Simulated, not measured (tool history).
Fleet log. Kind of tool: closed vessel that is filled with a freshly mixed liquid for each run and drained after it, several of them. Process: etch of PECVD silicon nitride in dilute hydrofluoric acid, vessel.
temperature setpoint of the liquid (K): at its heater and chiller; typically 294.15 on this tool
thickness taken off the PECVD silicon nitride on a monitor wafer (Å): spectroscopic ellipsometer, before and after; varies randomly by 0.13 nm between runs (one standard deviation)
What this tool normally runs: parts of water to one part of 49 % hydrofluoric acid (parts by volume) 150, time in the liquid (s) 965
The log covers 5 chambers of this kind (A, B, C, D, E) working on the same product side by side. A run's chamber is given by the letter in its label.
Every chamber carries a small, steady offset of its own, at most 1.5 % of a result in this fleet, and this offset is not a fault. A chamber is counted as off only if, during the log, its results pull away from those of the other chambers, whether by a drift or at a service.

run	hour	temperature setpoint of the liquid (K)	parts of water to one part of 49 % hydrofluoric acid (parts by volume)	time in the liquid (s)	read-back film thickness of the PECVD silicon nitride reference wafer, read on the same gauge (nm)	thickness taken off the PECVD silicon nitride on a monitor wafer (Å)
1E	4.3	294.15	150	965	39.96	187.17
2B	7.2	294.15	150	965	40.005	187.25
3C	10.5	294.15	150	965	39.973	185.92
4D	14.5	294.15	150	965	39.983	184.09
5A	17.5	294.15	150	965	40.008	182.87
6B	22.1	294.15	150	965	39.965	185.79
7D	26.2	294.15	150	965	39.921	183.17
# hour 26.6: chamber A: thermometer replaced
8A	28.3	294.15	150	965	39.979	184
9E	31.1	294.15	150	965	39.995	187.52
10C	34.6	296.15	120	965	39.984	261.69
11C	38.6	296.15	120	965	39.928	265.56
12E	43	296.15	120	965	40.056	263.95
13D	45.5	296.15	120	965	40.005	255.55
14A	48.1	296.15	120	965	40.038	260.6
15B	50.3	294.15	150	965	39.963	186.98
16E	52.4	294.15	150	965	40.032	186.74
17A	55.1	294.15	150	965	40.03	184.85
18D	58.9	294.15	150	965	40.032	177.31
19C	60.9	294.15	150	965	39.99	185.41
20B	63.8	294.15	150	965	39.99	186.64
21D	67	294.15	150	965	39.986	174.28
22C	70.5	294.15	150	965	40.066	182.79
23B	73.6	294.15	150	965	40.024	184.66
24A	77.3	294.15	150	965	39.961	183.88
25E	81.7	294.15	150	965	39.995	186.53
26E	84.4	294.15	150	965	40.011	186.19
27C	87.4	294.15	150	965	39.971	182.55
28D	91.2	294.15	150	965	39.977	173.35
29B	93.3	294.15	150	965	39.991	185.69
30A	96.1	294.15	150	965	40.003	183.87
31A	100.3	294.15	150	965	39.965	184.3
32C	103.6	294.15	150	530	39.985	101.18
33E	107.8	294.15	150	530	39.999	102.21

What goes on in this fleet: one chamber off, a drifting gauge, or nothing beyond the chambers' own small offsets? Name the chamber and the cause, if any.

One chamber, D, drifts off from the rest bit by bit.
Cause: liquid colder than its thermometer reads (K) = 1.48.
The log may not separate it from: hydrofluoric acid flow below the setpoint (%).

Which of the 4 candidates below, each the usual settings with something changed and its results left as question marks, puts chamber D back in line with what the other chambers give on the usual settings?
Maximum distance from the other chambers' mean on the usual settings for a result to count as in line: thickness taken off the PECVD silicon nitride on a monitor wafer (Å) 4.5
34D-1	111.2	294.15	145	990		?
34D-2	111.2	294.15	150	870		?
34D-3	111.2	294.15	135	965		?
34D-4	111.2	294.15	155	940		?

The other chambers' mean on the usual settings: thickness taken off the PECVD silicon nitride on a monitor wafer (Å) 184.95
run	thickness taken off the PECVD silicon nitride on a monitor wafer (Å)
34D-1	178.08
34D-2	151.4
34D-3	186.13
34D-4	158.43
Change 34D-3 lands the chamber within the allowed miss of the other chambers.
